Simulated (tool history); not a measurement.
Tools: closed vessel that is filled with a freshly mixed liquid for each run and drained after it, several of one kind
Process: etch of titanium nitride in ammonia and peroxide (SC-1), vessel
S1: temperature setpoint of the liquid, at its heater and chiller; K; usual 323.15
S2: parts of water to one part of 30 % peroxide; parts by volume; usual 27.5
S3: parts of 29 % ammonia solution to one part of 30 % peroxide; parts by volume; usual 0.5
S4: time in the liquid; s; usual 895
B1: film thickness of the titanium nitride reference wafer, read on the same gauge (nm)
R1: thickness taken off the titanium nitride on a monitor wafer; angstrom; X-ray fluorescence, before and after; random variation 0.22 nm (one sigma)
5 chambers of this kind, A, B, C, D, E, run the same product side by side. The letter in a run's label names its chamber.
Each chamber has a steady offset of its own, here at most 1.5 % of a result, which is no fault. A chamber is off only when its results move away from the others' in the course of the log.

Run 1A, hour 6.9: usual settings; B1 100.01. Result: R1 304.71 angstrom.
Run 2C, hour 16.9: usual settings; B1 99.994. Result: R1 305.28 angstrom.
Run 3E, hour 26: usual settings; B1 99.996. Result: R1 298.65 angstrom.
Run 4B, hour 33.4: usual settings; B1 100.01. Result: R1 305.31 angstrom.
Run 5D, hour 43.4: usual settings; B1 99.994. Result: R1 297 angstrom.
At hour 46.1: chamber A: ammonia flow meter replaced.
Run 6D, hour 54.4: usual settings; B1 100.01. Result: R1 301.23 angstrom.
Run 7E, hour 60.7: usual settings; B1 99.991. Result: R1 304.95 angstrom.
Run 8B, hour 65.8: usual settings; B1 99.989. Result: R1 304.64 angstrom.
Run 9C, hour 76.9: usual settings; B1 100.01. Result: R1 299.87 angstrom.
Run 10A, hour 82.6: usual settings but S1 331.15 K; B1 100. Result: R1 511.85 angstrom.
Run 11A, hour 92: usual settings but S1 331.15 K; B1 99.993. Result: R1 512.78 angstrom.
Run 12C, hour 101.9: usual settings but S1 331.15 K; B1 100. Result: R1 524.3 angstrom.
Run 13B, hour 107.4: usual settings but S1 331.15 K; B1 99.991. Result: R1 525.63 angstrom.
Run 14D, hour 113.5: usual settings but S1 331.15 K; B1 99.994. Result: R1 507.42 angstrom.
Run 15E, hour 120.7: usual settings; B1 100.01. Result: R1 302.46 angstrom.
Run 16A, hour 128.4: usual settings but S3 0.4 parts by volume, S4 505 s; B1 100.01. Result: R1 162.06 angstrom.
Run 17D, hour 133.5: usual settings but S3 0.4 parts by volume, S4 505 s; B1 100.03. Result: R1 157.34 angstrom.
At hour 134.1: chamber B: ammonia flow meter replaced.
Run 18C, hour 140.1: usual settings but S3 0.4 parts by volume, S4 505 s; B1 100.01. Result: R1 164.51 angstrom.
At hour 145.3: chamber C: new drum of ammonia solution connected.
Run 19B, hour 148.4: usual settings but S3 0.4 parts by volume, S4 505 s; B1 100.02. Result: R1 161.32 angstrom.
Run 20E, hour 156.2: usual settings but S3 0.4 parts by volume, S4 505 s; B1 100.01. Result: R1 164.93 angstrom.
Run 21D, hour 162.3: usual settings; B1 100.01. Result: R1 288.8 angstrom.
Run 22B, hour 171.4: usual settings; B1 100.01. Result: R1 300.84 angstrom.
Run 23C, hour 178.9: usual settings; B1 100.02. Result: R1 300.81 angstrom.
Run 24A, hour 189.4: usual settings; B1 100.02. Result: R1 298.71 angstrom.
Run 25E, hour 196.5: usual settings; B1 100. Result: R1 299.92 angstrom.
Run 26B, hour 207: usual settings; B1 99.99. Result: R1 302.04 angstrom.
Run 27D, hour 217.7: usual settings but S2 16 parts by volume; B1 100.03. Result: R1 390.04 angstrom.
Run 28E, hour 224.7: usual settings but S2 16 parts by volume; B1 100.01. Result: R1 404.36 angstrom.
Run 29A, hour 232.5: usual settings but S2 16 parts by volume; B1 100.01. Result: R1 403.97 angstrom.
Run 30C, hour 238: usual settings but S2 16 parts by volume; B1 99.977. Result: R1 409.24 angstrom.
Run 31E, hour 244.8: usual settings but S2 16 parts by volume; B1 99.976. Result: R1 402.89 angstrom.
Run 32B, hour 254.1: usual settings; B1 99.977. Result: R1 303.39 angstrom.
Run 33D, hour 259.8: usual settings; B1 100.03. Result: R1 278.32 angstrom.
Run 34C, hour 268.5: usual settings; B1 100.02. Result: R1 303.45 angstrom.
Run 35A, hour 278.3: usual settings; B1 99.993. Result: R1 298.45 angstrom.
Run 36E, hour 284.3: usual settings; B1 99.986. Result: R1 301.79 angstrom.
Run 37B, hour 295.3: usual settings; B1 99.975. Result: R1 296.79 angstrom.
Run 38A, hour 300.4: usual settings; B1 100.02. Result: R1 303.16 angstrom.

All 5 chambers run these settings next. Forecast each chamber's results:
Run 39A, hour 308.3: usual settings but S1 313.65 K. Result: R1 ?.
Run 39B, hour 308.3: usual settings but S1 313.65 K. Result: R1 ?.
Run 39C, hour 308.3: usual settings but S1 313.65 K. Result: R1 ?.
Run 39D, hour 308.3: usual settings but S1 313.65 K. Result: R1 ?.
Run 39E, hour 308.3: usual settings but S1 313.65 K. Result: R1 ?.

run      R1
39A  154.58
39B  152.82
39C  150.47
39D  139.26
39E  153.59
